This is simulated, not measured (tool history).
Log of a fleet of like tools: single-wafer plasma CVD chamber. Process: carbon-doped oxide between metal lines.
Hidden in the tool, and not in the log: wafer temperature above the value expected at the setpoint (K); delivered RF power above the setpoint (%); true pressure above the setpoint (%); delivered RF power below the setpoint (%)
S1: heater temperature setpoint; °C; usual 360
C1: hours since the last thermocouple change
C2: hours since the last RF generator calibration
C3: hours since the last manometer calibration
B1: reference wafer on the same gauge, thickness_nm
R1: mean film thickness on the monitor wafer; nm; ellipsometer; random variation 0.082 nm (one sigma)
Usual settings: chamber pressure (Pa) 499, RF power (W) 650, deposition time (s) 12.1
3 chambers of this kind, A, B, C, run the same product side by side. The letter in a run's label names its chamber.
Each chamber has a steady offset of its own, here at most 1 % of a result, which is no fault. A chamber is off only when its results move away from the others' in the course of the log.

{"run": "1B", "hour": 3.1, "S1": 360, "chamber pressure (Pa)": 499, "RF power (W)": 650, "deposition time (s)": 12.1, "C1": 593.2, "C2": 1366.7, "C3": 1373.5, "B1": 64.798, "R1": 69.342}
{"run": "2C", "hour": 7.2, "S1": 360, "chamber pressure (Pa)": 499, "RF power (W)": 650, "deposition time (s)": 12.1, "C1": 985.4, "C2": 458.4, "C3": 723.4, "B1": 64.812, "R1": 68.723}
{"run": "3A", "hour": 11.8, "S1": 360, "chamber pressure (Pa)": 499, "RF power (W)": 650, "deposition time (s)": 12.1, "C1": 2061.8, "C2": 607.7, "C3": 1103.4, "B1": 64.839, "R1": 68.68}
{"run": "4A", "hour": 15.1, "S1": 360, "chamber pressure (Pa)": 499, "RF power (W)": 650, "deposition time (s)": 12.1, "C1": 2065.1, "C2": 611.0, "C3": 1106.7, "B1": 64.833, "R1": 68.861}
{"run": "5B", "hour": 18.4, "S1": 360, "chamber pressure (Pa)": 499, "RF power (W)": 650, "deposition time (s)": 12.1, "C1": 608.5, "C2": 1382.0, "C3": 1388.8, "B1": 64.836, "R1": 69.31}
{"run": "6C", "hour": 23.2, "S1": 360, "chamber pressure (Pa)": 499, "RF power (W)": 650, "deposition time (s)": 12.1, "C1": 1001.4, "C2": 474.4, "C3": 739.4, "B1": 64.851, "R1": 68.927}
{"run": "7A", "hour": 28.9, "S1": 360, "chamber pressure (Pa)": 499, "RF power (W)": 650, "deposition time (s)": 12.1, "C1": 2078.9, "C2": 624.8, "C3": 1120.5, "B1": 64.877, "R1": 68.689}
{"run": "8C", "hour": 32.5, "S1": 360, "chamber pressure (Pa)": 499, "RF power (W)": 650, "deposition time (s)": 12.1, "C1": 1010.7, "C2": 483.7, "C3": 748.7, "B1": 64.844, "R1": 68.92}
{"run": "9B", "hour": 35.1, "S1": 360, "chamber pressure (Pa)": 499, "RF power (W)": 650, "deposition time (s)": 12.1, "C1": 625.2, "C2": 1398.7, "C3": 1405.5, "B1": 64.867, "R1": 69.231}
{"run": "10B", "hour": 38.8, "S1": 360, "chamber pressure (Pa)": 499, "RF power (W)": 650, "deposition time (s)": 12.1, "C1": 628.9, "C2": 1402.4, "C3": 1409.2, "B1": 64.852, "R1": 69.332}
{"run": "11A", "hour": 44.5, "S1": 360, "chamber pressure (Pa)": 499, "RF power (W)": 650, "deposition time (s)": 12.1, "C1": 2094.5, "C2": 640.4, "C3": 1136.1, "B1": 64.872, "R1": 68.626}
{"run": "12C", "hour": 47.6, "S1": 360, "chamber pressure (Pa)": 499, "RF power (W)": 650, "deposition time (s)": 12.1, "C1": 1025.8, "C2": 498.8, "C3": 763.8, "B1": 64.887, "R1": 68.832}
{"run": "13A", "hour": 52.0, "S1": 360, "chamber pressure (Pa)": 499, "RF power (W)": 650, "deposition time (s)": 12.1, "C1": 2102.0, "C2": 647.9, "C3": 1143.6, "B1": 64.88, "R1": 68.7}
{"run": "14C", "hour": 55.4, "S1": 360, "chamber pressure (Pa)": 376, "RF power (W)": 650, "deposition time (s)": 12.1, "C1": 1033.6, "C2": 506.6, "C3": 771.6, "B1": 64.871, "R1": 67.109}
{"hour": 56.8, "done": "chamber C: thermocouple changed; heater temperature recalibrated"}
{"run": "15B", "hour": 58.5, "S1": 360, "chamber pressure (Pa)": 376, "RF power (W)": 650, "deposition time (s)": 12.1, "C1": 648.6, "C2": 1422.1, "C3": 1428.9, "B1": 64.874, "R1": 67.698}
{"run": "16A", "hour": 61.7, "S1": 360, "chamber pressure (Pa)": 376, "RF power (W)": 650, "deposition time (s)": 12.1, "C1": 2111.7, "C2": 657.6, "C3": 1153.3, "B1": 64.908, "R1": 67.082}
{"run": "17C", "hour": 64.9, "S1": 360, "chamber pressure (Pa)": 499, "RF power (W)": 650, "deposition time (s)": 12.1, "C1": 8.1, "C2": 516.1, "C3": 781.1, "B1": 64.922, "R1": 69.018}
{"run": "18B", "hour": 67.6, "S1": 360, "chamber pressure (Pa)": 499, "RF power (W)": 650, "deposition time (s)": 12.1, "C1": 657.7, "C2": 1431.2, "C3": 1438.0, "B1": 64.915, "R1": 69.441}
{"run": "19C", "hour": 70.4, "S1": 360, "chamber pressure (Pa)": 499, "RF power (W)": 535, "deposition time (s)": 10.5, "C1": 13.6, "C2": 521.6, "C3": 786.6, "B1": 64.928, "R1": 53.358}
{"run": "20B", "hour": 73.4, "S1": 360, "chamber pressure (Pa)": 499, "RF power (W)": 535, "deposition time (s)": 10.5, "C1": 663.5, "C2": 1437.0, "C3": 1443.8, "B1": 64.94, "R1": 53.606}
{"run": "21A", "hour": 76.5, "S1": 360, "chamber pressure (Pa)": 499, "RF power (W)": 535, "deposition time (s)": 10.5, "C1": 2126.5, "C2": 672.4, "C3": 1168.1, "B1": 64.925, "R1": 53.12}
{"run": "22A", "hour": 81.8, "S1": 350, "chamber pressure (Pa)": 499, "RF power (W)": 650, "deposition time (s)": 9.7, "C1": 2131.8, "C2": 677.7, "C3": 1173.4, "B1": 64.953, "R1": 56.84}
{"run": "23B", "hour": 85.8, "S1": 350, "chamber pressure (Pa)": 499, "RF power (W)": 650, "deposition time (s)": 9.7, "C1": 675.9, "C2": 1449.4, "C3": 1456.2, "B1": 64.941, "R1": 57.364}
{"run": "24C", "hour": 91.5, "S1": 350, "chamber pressure (Pa)": 499, "RF power (W)": 650, "deposition time (s)": 9.7, "C1": 34.7, "C2": 542.7, "C3": 807.7, "B1": 64.96, "R1": 56.952}
{"run": "25B", "hour": 96.6, "S1": 360, "chamber pressure (Pa)": 499, "RF power (W)": 650, "deposition time (s)": 12.1, "C1": 686.7, "C2": 1460.2, "C3": 1467.0, "B1": 64.95, "R1": 69.544}
{"run": "26C", "hour": 99.8, "S1": 360, "chamber pressure (Pa)": 499, "RF power (W)": 650, "deposition time (s)": 12.1, "C1": 43.0, "C2": 551.0, "C3": 816.0, "B1": 64.966, "R1": 68.958}
{"run": "27A", "hour": 103.1, "S1": 360, "chamber pressure (Pa)": 499, "RF power (W)": 650, "deposition time (s)": 12.1, "C1": 2153.1, "C2": 699.0, "C3": 1194.7, "B1": 65.0, "R1": 68.834}
{"run": "28A", "hour": 109.1, "S1": 360, "chamber pressure (Pa)": 499, "RF power (W)": 650, "deposition time (s)": 12.1, "C1": 2159.1, "C2": 705.0, "C3": 1200.7, "B1": 64.983, "R1": 68.812}
{"run": "29B", "hour": 112.4, "S1": 360, "chamber pressure (Pa)": 499, "RF power (W)": 650, "deposition time (s)": 12.1, "C1": 702.5, "C2": 1476.0, "C3": 1482.8, "B1": 65.013, "R1": 69.445}
{"run": "30C", "hour": 117.6, "S1": 360, "chamber pressure (Pa)": 499, "RF power (W)": 650, "deposition time (s)": 12.1, "C1": 60.8, "C2": 568.8, "C3": 833.8, "B1": 65.02, "R1": 69.072}
{"run": "31A", "hour": 122.1, "S1": 360, "chamber pressure (Pa)": 499, "RF power (W)": 650, "deposition time (s)": 12.1, "C1": 2172.1, "C2": 718.0, "C3": 1213.7, "B1": 65.007, "R1": 68.895}
{"run": "32B", "hour": 127.4, "S1": 360, "chamber pressure (Pa)": 499, "RF power (W)": 650, "deposition time (s)": 12.1, "C1": 717.5, "C2": 1491.0, "C3": 1497.8, "B1": 65.03, "R1": 69.47}
{"run": "33C", "hour": 131.7, "S1": 360, "chamber pressure (Pa)": 499, "RF power (W)": 650, "deposition time (s)": 14.1, "C1": 74.9, "C2": 582.9, "C3": 847.9, "B1": 65.024, "R1": 80.422}
{"run": "34B", "hour": 137.7, "S1": 360, "chamber pressure (Pa)": 499, "RF power (W)": 650, "deposition time (s)": 14.1, "C1": 727.8, "C2": 1501.3, "C3": 1508.1, "B1": 65.038, "R1": 80.942}
{"run": "35C", "hour": 141.5, "S1": 360, "chamber pressure (Pa)": 499, "RF power (W)": 650, "deposition time (s)": 14.1, "C1": 84.7, "C2": 592.7, "C3": 857.7, "B1": 65.072, "R1": 80.253}
{"run": "36A", "hour": 146.9, "S1": 360, "chamber pressure (Pa)": 499, "RF power (W)": 650, "deposition time (s)": 12.1, "C1": 2196.9, "C2": 742.8, "C3": 1238.5, "B1": 65.044, "R1": 69.022}
{"run": "37B", "hour": 151.1, "S1": 372, "chamber pressure (Pa)": 499, "RF power (W)": 650, "deposition time (s)": 12.1, "C1": 741.2, "C2": 1514.7, "C3": 1521.5, "B1": 65.056, "R1": 67.567}
{"run": "38C", "hour": 156.0, "S1": 372, "chamber pressure (Pa)": 499, "RF power (W)": 650, "deposition time (s)": 12.1, "C1": 99.2, "C2": 607.2, "C3": 872.2, "B1": 65.079, "R1": 67.049}
{"run": "39A", "hour": 159.1, "S1": 372, "chamber pressure (Pa)": 499, "RF power (W)": 650, "deposition time (s)": 12.1, "C1": 2209.1, "C2": 755.0, "C3": 1250.7, "B1": 65.079, "R1": 67.134}
{"run": "40C", "hour": 162.4, "S1": 360, "chamber pressure (Pa)": 499, "RF power (W)": 650, "deposition time (s)": 12.1, "C1": 105.6, "C2": 613.6, "C3": 878.6, "B1": 65.079, "R1": 69.177}
{"run": "41A", "hour": 165.6, "S1": 360, "chamber pressure (Pa)": 499, "RF power (W)": 650, "deposition time (s)": 12.1, "C1": 2215.6, "C2": 761.5, "C3": 1257.2, "B1": 65.085, "R1": 68.984}
{"run": "42B", "hour": 169.8, "S1": 360, "chamber pressure (Pa)": 499, "RF power (W)": 650, "deposition time (s)": 12.1, "C1": 759.9, "C2": 1533.4, "C3": 1540.2, "B1": 65.115, "R1": 69.717}
{"run": "43B", "hour": 174.2, "S1": 360, "chamber pressure (Pa)": 499, "RF power (W)": 650, "deposition time (s)": 12.1, "C1": 764.3, "C2": 1537.8, "C3": 1544.6, "B1": 65.117, "R1": 69.55}

Is one chamber off against the others, does the gauge drift, or is nothing wrong? If a chamber is off, say which, and what the likeliest cause is.

The gauge drifts, so all chambers seem to drift together. No chamber is off.
Cause: gauge reads high (%) = 0.487.

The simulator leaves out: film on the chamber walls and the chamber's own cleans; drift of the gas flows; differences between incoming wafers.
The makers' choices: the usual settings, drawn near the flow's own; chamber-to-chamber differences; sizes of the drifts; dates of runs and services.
